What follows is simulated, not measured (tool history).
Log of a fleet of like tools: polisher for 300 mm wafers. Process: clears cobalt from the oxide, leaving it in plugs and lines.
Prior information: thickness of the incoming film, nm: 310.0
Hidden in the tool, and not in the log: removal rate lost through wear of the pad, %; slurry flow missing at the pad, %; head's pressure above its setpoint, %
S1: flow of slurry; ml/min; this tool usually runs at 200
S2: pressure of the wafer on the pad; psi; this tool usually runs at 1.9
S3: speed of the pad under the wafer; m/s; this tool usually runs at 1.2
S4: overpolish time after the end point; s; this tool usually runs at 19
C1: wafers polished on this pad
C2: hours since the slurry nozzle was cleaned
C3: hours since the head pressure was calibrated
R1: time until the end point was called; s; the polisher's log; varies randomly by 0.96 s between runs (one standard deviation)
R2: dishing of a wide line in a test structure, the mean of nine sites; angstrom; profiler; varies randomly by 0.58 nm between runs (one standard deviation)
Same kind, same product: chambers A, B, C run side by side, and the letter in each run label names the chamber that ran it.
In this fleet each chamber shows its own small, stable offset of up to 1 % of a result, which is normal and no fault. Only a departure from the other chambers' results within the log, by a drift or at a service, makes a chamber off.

run   hour   S1   S2    S3  S4    C1     C2     C3      R1      R2
 1A    6.7  200  1.9   1.2  19   441    109   88.8  56.052  524.66
 2C   12.5  200  1.9   1.2  19   233    163  756.4   53.95  509.61
 3B   19.5  200  1.9   1.2  19   929  102.5  318.6  56.527  505.66
 4B   23.9  200  1.9   1.2  19   977  106.9    323  56.862  518.62
      27.6  -- chamber B: worn pad replaced by a new one
 5A   28.6  200  1.9   1.2  19   683  130.9  110.7  55.706   520.4
      30.4  -- chamber A: worn pad replaced by a new one
 6C   37.6  200  2.6   1.2  27   511  188.1  781.5  39.759  616.72
 7C   42.5  200  2.6   1.2  27   565    193  786.4  41.514  613.86
 8B     50  200  2.6   1.2  27   247    133  349.1  40.614  619.29
 9A     56  200  1.9   1.2  19   283  158.3  138.1  55.746  510.55
10B   65.4  200  1.9   1.2  19   417  148.4  364.5   55.85  515.75
11A   70.1  200  1.9   1.2  19   439  172.4  152.2  55.866  523.27
12C   77.6  200  1.9   1.2  19   952  228.1  821.5  56.683  504.17
      78.3  -- chamber A: worn pad replaced by a new one
      81.3  -- chamber C: worn pad replaced by a new one
13B   87.4  200  1.9  1.02  28   660  170.4  386.5  63.493     558
14C   93.9  200  1.9  1.02  28   139  244.4  837.8  65.193   547.9
15A  100.5  200  1.9  1.02  28   245  202.8  182.6  64.399  570.17
16B    108  200  1.9   1.2  19   888    191  407.1  58.267  518.54
17C  115.2  200  1.9   1.2  19   374  265.7  859.1  55.541  519.44
     118.5  -- chamber B: worn pad replaced by a new one
18A  122.4  200  2.1   0.9  19   487  224.7  204.5  66.848  473.88
19B    129  200  2.1   0.9  19   116    212  428.1  68.784  468.01
     130.5  -- chamber A: worn pad replaced by a new one
20C  134.2  200  2.1   0.9  19   584  284.7  878.1  66.907  475.28
21A  141.3  200  1.9   1.2  19   119  243.6  223.4  54.128  524.07
22C  148.6  200  1.9   1.2  19   743  299.1  892.5  53.767  510.12
23B  154.2  200  1.9   1.2  19   394  237.2  453.3  56.332  518.83
24A    162  200  1.9   1.2  19   347  264.3  244.1  53.812  525.63
25B  170.5  200  1.9   1.2  19   574  253.5  469.6  53.704  520.51
26A  178.8  200  1.9   1.2  19   533  281.1  260.9  57.211  516.07
27C  183.6  200  1.9   1.2  19  1130  334.1  927.5  54.525  505.27
     183.9  -- chamber A: worn pad replaced by a new one
     184.7  -- chamber C: worn pad replaced by a new one
28A  193.3  200  1.9   1.2  19   104  295.6  275.4  56.217  522.69
29B  199.8  200  1.9  1.32  19   898  282.8  498.9  51.371  537.62
30C  204.2  200  1.9  1.32  19   216  354.7  948.1  51.877  530.28

Does one chamber stand apart from the rest, does the shared gauge drift, or is all well apart from small per-chamber offsets? Give the chamber and the most likely cause, where there is one.

No chamber stands off beyond its own small offset, and the gauge holds steady.

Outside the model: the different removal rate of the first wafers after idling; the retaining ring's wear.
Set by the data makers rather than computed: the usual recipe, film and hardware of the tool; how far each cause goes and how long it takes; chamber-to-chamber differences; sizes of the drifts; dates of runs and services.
